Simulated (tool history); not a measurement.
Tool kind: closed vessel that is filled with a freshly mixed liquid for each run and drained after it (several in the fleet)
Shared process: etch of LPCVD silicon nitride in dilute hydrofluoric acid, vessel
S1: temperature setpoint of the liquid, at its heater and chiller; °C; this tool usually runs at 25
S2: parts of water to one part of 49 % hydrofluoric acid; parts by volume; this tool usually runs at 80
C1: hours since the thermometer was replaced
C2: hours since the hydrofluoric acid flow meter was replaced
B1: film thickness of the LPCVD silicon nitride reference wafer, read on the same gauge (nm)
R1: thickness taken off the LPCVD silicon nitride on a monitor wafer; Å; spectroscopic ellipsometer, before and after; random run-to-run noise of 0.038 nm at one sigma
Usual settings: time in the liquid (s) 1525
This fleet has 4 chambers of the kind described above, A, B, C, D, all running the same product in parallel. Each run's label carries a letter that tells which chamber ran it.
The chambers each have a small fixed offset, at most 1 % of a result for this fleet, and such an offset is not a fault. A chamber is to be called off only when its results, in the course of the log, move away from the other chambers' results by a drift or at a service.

{"run": "1C", "hour": 6.9, "S1": 25, "S2": 80, "time in the liquid (s)": 1525, "C1": 1797.7, "C2": 630.7, "B1": 29.968, "R1": 99.539}
{"run": "2A", "hour": 18.0, "S1": 25, "S2": 80, "time in the liquid (s)": 1525, "C1": 249.1, "C2": 1469.8, "B1": 30.005, "R1": 99.336}
{"run": "3B", "hour": 27.0, "S1": 25, "S2": 80, "time in the liquid (s)": 1525, "C1": 915.3, "C2": 562.5, "B1": 29.959, "R1": 99.899}
{"run": "4D", "hour": 41.3, "S1": 25, "S2": 80, "time in the liquid (s)": 1525, "C1": 856.1, "C2": 626.9, "B1": 29.971, "R1": 99.456}
{"run": "5A", "hour": 56.7, "S1": 25, "S2": 80, "time in the liquid (s)": 1525, "C1": 287.8, "C2": 1508.5, "B1": 30.02, "R1": 99.47}
{"hour": 66.1, "done": "chamber B: hydrofluoric acid flow meter replaced"}
{"run": "6D", "hour": 67.4, "S1": 25, "S2": 80, "time in the liquid (s)": 1525, "C1": 882.2, "C2": 653.0, "B1": 29.985, "R1": 99.235}
{"run": "7C", "hour": 77.7, "S1": 25, "S2": 80, "time in the liquid (s)": 1525, "C1": 1868.5, "C2": 701.5, "B1": 29.985, "R1": 99.752}
{"run": "8B", "hour": 85.8, "S1": 25, "S2": 80, "time in the liquid (s)": 1525, "C1": 974.1, "C2": 19.7, "B1": 29.97, "R1": 99.863}
{"run": "9D", "hour": 93.6, "S1": 25, "S2": 80, "time in the liquid (s)": 1525, "C1": 908.4, "C2": 679.2, "B1": 30.008, "R1": 98.915}
{"run": "10C", "hour": 101.9, "S1": 25, "S2": 80, "time in the liquid (s)": 1525, "C1": 1892.7, "C2": 725.7, "B1": 29.982, "R1": 99.862}
{"run": "11B", "hour": 110.2, "S1": 25, "S2": 80, "time in the liquid (s)": 1525, "C1": 998.5, "C2": 44.1, "B1": 30.015, "R1": 100.02}
{"run": "12A", "hour": 123.6, "S1": 25, "S2": 80, "time in the liquid (s)": 1525, "C1": 354.7, "C2": 1575.4, "B1": 29.984, "R1": 100.37}
{"run": "13D", "hour": 138.0, "S1": 21, "S2": 65, "time in the liquid (s)": 1525, "C1": 952.8, "C2": 723.6, "B1": 30.014, "R1": 93.631}
{"run": "14A", "hour": 149.0, "S1": 21, "S2": 65, "time in the liquid (s)": 1525, "C1": 380.1, "C2": 1600.8, "B1": 30.005, "R1": 93.124}
{"run": "15C", "hour": 158.0, "S1": 21, "S2": 65, "time in the liquid (s)": 1525, "C1": 1948.8, "C2": 781.8, "B1": 29.971, "R1": 94.342}
{"run": "16B", "hour": 170.7, "S1": 21, "S2": 65, "time in the liquid (s)": 1525, "C1": 1059.0, "C2": 104.6, "B1": 29.986, "R1": 92.98}
{"run": "17B", "hour": 178.3, "S1": 25, "S2": 80, "time in the liquid (s)": 1525, "C1": 1066.6, "C2": 112.2, "B1": 30.019, "R1": 98.821}
{"run": "18D", "hour": 192.5, "S1": 25, "S2": 80, "time in the liquid (s)": 1525, "C1": 1007.3, "C2": 778.1, "B1": 30.023, "R1": 99.629}
{"run": "19A", "hour": 208.5, "S1": 25, "S2": 80, "time in the liquid (s)": 1525, "C1": 439.6, "C2": 1660.3, "B1": 29.986, "R1": 98.985}
{"run": "20C", "hour": 222.7, "S1": 25, "S2": 80, "time in the liquid (s)": 1525, "C1": 2013.5, "C2": 846.5, "B1": 30.027, "R1": 100.05}
{"run": "21D", "hour": 232.4, "S1": 25, "S2": 80, "time in the liquid (s)": 1525, "C1": 1047.2, "C2": 818.0, "B1": 29.979, "R1": 99.828}
{"run": "22A", "hour": 241.5, "S1": 25, "S2": 80, "time in the liquid (s)": 1525, "C1": 472.6, "C2": 1693.3, "B1": 30.0, "R1": 99.532}
{"run": "23B", "hour": 255.1, "S1": 25, "S2": 50, "time in the liquid (s)": 2080, "C1": 1143.4, "C2": 189.0, "B1": 29.996, "R1": 209.19}
{"run": "24C", "hour": 262.7, "S1": 25, "S2": 50, "time in the liquid (s)": 2080, "C1": 2053.5, "C2": 886.5, "B1": 30.027, "R1": 217.73}
{"run": "25A", "hour": 276.0, "S1": 25, "S2": 50, "time in the liquid (s)": 2080, "C1": 507.1, "C2": 1727.8, "B1": 30.005, "R1": 216.69}
{"run": "26D", "hour": 287.8, "S1": 25, "S2": 50, "time in the liquid (s)": 2080, "C1": 1102.6, "C2": 873.4, "B1": 30.003, "R1": 215.94}
{"run": "27C", "hour": 299.7, "S1": 25, "S2": 80, "time in the liquid (s)": 1525, "C1": 2090.5, "C2": 923.5, "B1": 29.98, "R1": 100.33}
{"run": "28B", "hour": 310.1, "S1": 25, "S2": 80, "time in the liquid (s)": 1525, "C1": 1198.4, "C2": 244.0, "B1": 29.984, "R1": 95.872}
{"run": "29D", "hour": 320.9, "S1": 25, "S2": 80, "time in the liquid (s)": 1525, "C1": 1135.7, "C2": 906.5, "B1": 30.027, "R1": 100.14}
{"run": "30A", "hour": 329.6, "S1": 25, "S2": 80, "time in the liquid (s)": 1525, "C1": 560.7, "C2": 1781.4, "B1": 29.995, "R1": 99.588}
{"run": "31C", "hour": 343.9, "S1": 25, "S2": 80, "time in the liquid (s)": 1525, "C1": 2134.7, "C2": 967.7, "B1": 29.989, "R1": 99.458}

Predict what each chamber gives when all 4 of them run the settings below next.
{"run": "32A", "hour": 355.3, "S1": 25, "S2": 80, "time in the liquid (s)": 1525, "R1": "?"}
{"run": "32B", "hour": 355.3, "S1": 25, "S2": 80, "time in the liquid (s)": 1525, "R1": "?"}
{"run": "32C", "hour": 355.3, "S1": 25, "S2": 80, "time in the liquid (s)": 1525, "R1": "?"}
{"run": "32D", "hour": 355.3, "S1": 25, "S2": 80, "time in the liquid (s)": 1525, "R1": "?"}

run=32A R1=99.503
run=32B R1=95.112
run=32C R1=99.383
run=32D R1=99.328

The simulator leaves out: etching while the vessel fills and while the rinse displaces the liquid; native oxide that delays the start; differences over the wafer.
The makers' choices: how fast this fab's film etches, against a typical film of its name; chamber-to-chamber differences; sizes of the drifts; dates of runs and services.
